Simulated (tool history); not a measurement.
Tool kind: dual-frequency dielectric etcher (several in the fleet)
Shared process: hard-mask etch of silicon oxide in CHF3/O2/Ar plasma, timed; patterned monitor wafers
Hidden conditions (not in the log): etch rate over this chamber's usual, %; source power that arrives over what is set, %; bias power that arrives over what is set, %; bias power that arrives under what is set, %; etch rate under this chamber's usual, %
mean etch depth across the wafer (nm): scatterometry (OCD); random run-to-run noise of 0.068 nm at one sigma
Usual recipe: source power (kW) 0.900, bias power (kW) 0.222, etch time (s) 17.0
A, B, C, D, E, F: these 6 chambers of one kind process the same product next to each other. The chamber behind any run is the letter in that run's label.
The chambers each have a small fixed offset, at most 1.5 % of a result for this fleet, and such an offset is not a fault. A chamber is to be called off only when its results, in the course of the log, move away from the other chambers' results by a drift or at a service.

| run | hour | source power (kW) | bias power (kW) | etch time (s) | hours since the last wet clean | hours since the last source power generator calibration | hours since the last bias power generator calibration | read-back reference wafer on the same gauge, depth_nm | mean etch depth across the wafer (nm) |
|---|---|---|---|---|---|---|---|---|---|
| 1C | 5.6 | 0.900 | 0.222 | 17.0 | 515.3 | 3189.6 | 2626.1 | 39.709 | 41.782 |
| 2D | 13.6 | 0.900 | 0.222 | 17.0 | 92.9 | 1966.2 | 642.5 | 39.699 | 42.767 |
| 3A | 21.1 | 0.900 | 0.222 | 17.0 | 513.5 | 391.9 | 2937.7 | 39.719 | 41.662 |
| 4B | 25.4 | 0.900 | 0.222 | 17.0 | 225.5 | 2277.4 | 1419.1 | 39.726 | 42.028 |
| 5F | 33.3 | 0.900 | 0.222 | 17.0 | 103.0 | 501.8 | 790.3 | 39.720 | 41.976 |
| 6E | 40.4 | 0.900 | 0.222 | 17.0 | 481.7 | 1296.9 | 1238.7 | 39.745 | 42.517 |
| 7F | 45.1 | 0.900 | 0.222 | 17.0 | 114.8 | 513.6 | 802.1 | 39.751 | 41.883 |
|  | 46.9 | chamber A: wet clean of the chamber |
| 8C | 51.1 | 0.900 | 0.222 | 17.0 | 560.8 | 3235.1 | 2671.6 | 39.738 | 41.898 |
| 9B | 58.2 | 0.900 | 0.222 | 17.0 | 258.3 | 2310.2 | 1451.9 | 39.756 | 42.048 |
| 10A | 62.6 | 0.900 | 0.222 | 17.0 | 15.7 | 433.4 | 2979.2 | 39.754 | 41.901 |
| 11E | 67.8 | 0.900 | 0.222 | 17.0 | 509.1 | 1324.3 | 1266.1 | 39.773 | 42.500 |
| 12D | 73.1 | 0.900 | 0.181 | 17.0 | 152.4 | 2025.7 | 702.0 | 39.776 | 40.091 |
| 13E | 81.4 | 0.900 | 0.181 | 17.0 | 522.7 | 1337.9 | 1279.7 | 39.776 | 39.819 |
| 14F | 85.7 | 0.900 | 0.181 | 17.0 | 155.4 | 554.2 | 842.7 | 39.762 | 39.094 |
|  | 87.0 | chamber C: wet clean of the chamber |
| 15D | 91.1 | 0.900 | 0.181 | 17.0 | 170.4 | 2043.7 | 720.0 | 39.766 | 40.098 |
|  | 96.2 | chamber E: wet clean of the chamber |
| 16B | 96.5 | 0.900 | 0.181 | 17.0 | 296.6 | 2348.5 | 1490.2 | 39.792 | 39.391 |
| 17A | 103.2 | 0.900 | 0.181 | 17.0 | 56.3 | 474.0 | 3019.8 | 39.784 | 38.992 |
| 18C | 109.6 | 0.900 | 0.222 | 17.0 | 22.7 | 3293.6 | 2730.1 | 39.801 | 41.842 |
| 19B | 114.3 | 0.900 | 0.222 | 17.0 | 314.4 | 2366.3 | 1508.0 | 39.812 | 42.168 |
| 20D | 121.7 | 0.900 | 0.222 | 17.0 | 201.0 | 2074.3 | 750.6 | 39.819 | 43.003 |
| 21F | 126.7 | 0.900 | 0.222 | 17.0 | 196.4 | 595.2 | 883.7 | 39.810 | 42.120 |
| 22A | 130.4 | 0.900 | 0.222 | 17.0 | 83.5 | 501.2 | 3047.0 | 39.821 | 41.847 |
| 23C | 138.3 | 0.900 | 0.222 | 17.0 | 51.4 | 3322.3 | 2758.8 | 39.830 | 41.884 |
| 24E | 145.0 | 0.900 | 0.222 | 17.0 | 48.8 | 1401.5 | 1343.3 | 39.841 | 42.605 |
| 25F | 151.8 | 0.900 | 0.222 | 17.0 | 221.5 | 620.3 | 908.8 | 39.852 | 42.014 |
| 26D | 157.5 | 0.900 | 0.222 | 17.0 | 236.8 | 2110.1 | 786.4 | 39.846 | 42.849 |
| 27C | 165.7 | 0.900 | 0.222 | 17.0 | 78.8 | 3349.7 | 2786.2 | 39.878 | 41.913 |
| 28E | 170.7 | 0.900 | 0.222 | 17.0 | 74.5 | 1427.2 | 1369.0 | 39.863 | 42.555 |
| 29B | 175.9 | 0.900 | 0.259 | 15.0 | 376.0 | 2427.9 | 1569.6 | 39.885 | 39.343 |
| 30A | 183.1 | 0.900 | 0.259 | 15.0 | 136.2 | 553.9 | 3099.7 | 39.863 | 39.098 |
| 31C | 187.3 | 0.900 | 0.259 | 15.0 | 100.4 | 3371.3 | 2807.8 | 39.893 | 39.113 |
| 32F | 193.1 | 0.900 | 0.259 | 15.0 | 262.8 | 661.6 | 950.1 | 39.885 | 39.203 |
| 33E | 197.5 | 0.900 | 0.259 | 15.0 | 101.3 | 1454.0 | 1395.8 | 39.878 | 39.575 |
| 34B | 203.6 | 0.900 | 0.259 | 15.0 | 403.7 | 2455.6 | 1597.3 | 39.901 | 39.312 |
| 35D | 210.3 | 0.900 | 0.222 | 17.0 | 289.6 | 2162.9 | 839.2 | 39.918 | 42.958 |
| 36A | 215.6 | 0.900 | 0.222 | 17.0 | 168.7 | 586.4 | 3132.2 | 39.904 | 42.032 |
| 37F | 221.9 | 0.900 | 0.222 | 20.0 | 291.6 | 690.4 | 978.9 | 39.908 | 49.404 |
| 38D | 229.1 | 0.900 | 0.222 | 20.0 | 308.4 | 2181.7 | 858.0 | 39.929 | 50.558 |
| 39A | 234.2 | 0.900 | 0.222 | 20.0 | 187.3 | 605.0 | 3150.8 | 39.921 | 49.446 |
| 40E | 238.0 | 0.900 | 0.222 | 20.0 | 141.8 | 1494.5 | 1436.3 | 39.949 | 50.198 |
| 41B | 242.7 | 0.900 | 0.222 | 20.0 | 442.8 | 2494.7 | 1636.4 | 39.936 | 49.759 |
| 42C | 250.2 | 0.900 | 0.222 | 20.0 | 163.3 | 3434.2 | 2870.7 | 39.947 | 49.496 |
| 43A | 258.3 | 0.900 | 0.222 | 17.0 | 211.4 | 629.1 | 3174.9 | 39.948 | 41.870 |
| 44D | 266.4 | 0.900 | 0.245 | 20.5 | 345.7 | 2219.0 | 895.3 | 39.971 | 53.604 |

Has any chamber moved away from the others, gradually or after a service, or does the common gauge drift, or do the chambers differ only by their own small steady offsets? State the chamber and the most likely cause if one applies.

The gauge drifts, so all chambers seem to drift together. No chamber is off.
Most likely cause: gauge reads high (%) = 0.663.

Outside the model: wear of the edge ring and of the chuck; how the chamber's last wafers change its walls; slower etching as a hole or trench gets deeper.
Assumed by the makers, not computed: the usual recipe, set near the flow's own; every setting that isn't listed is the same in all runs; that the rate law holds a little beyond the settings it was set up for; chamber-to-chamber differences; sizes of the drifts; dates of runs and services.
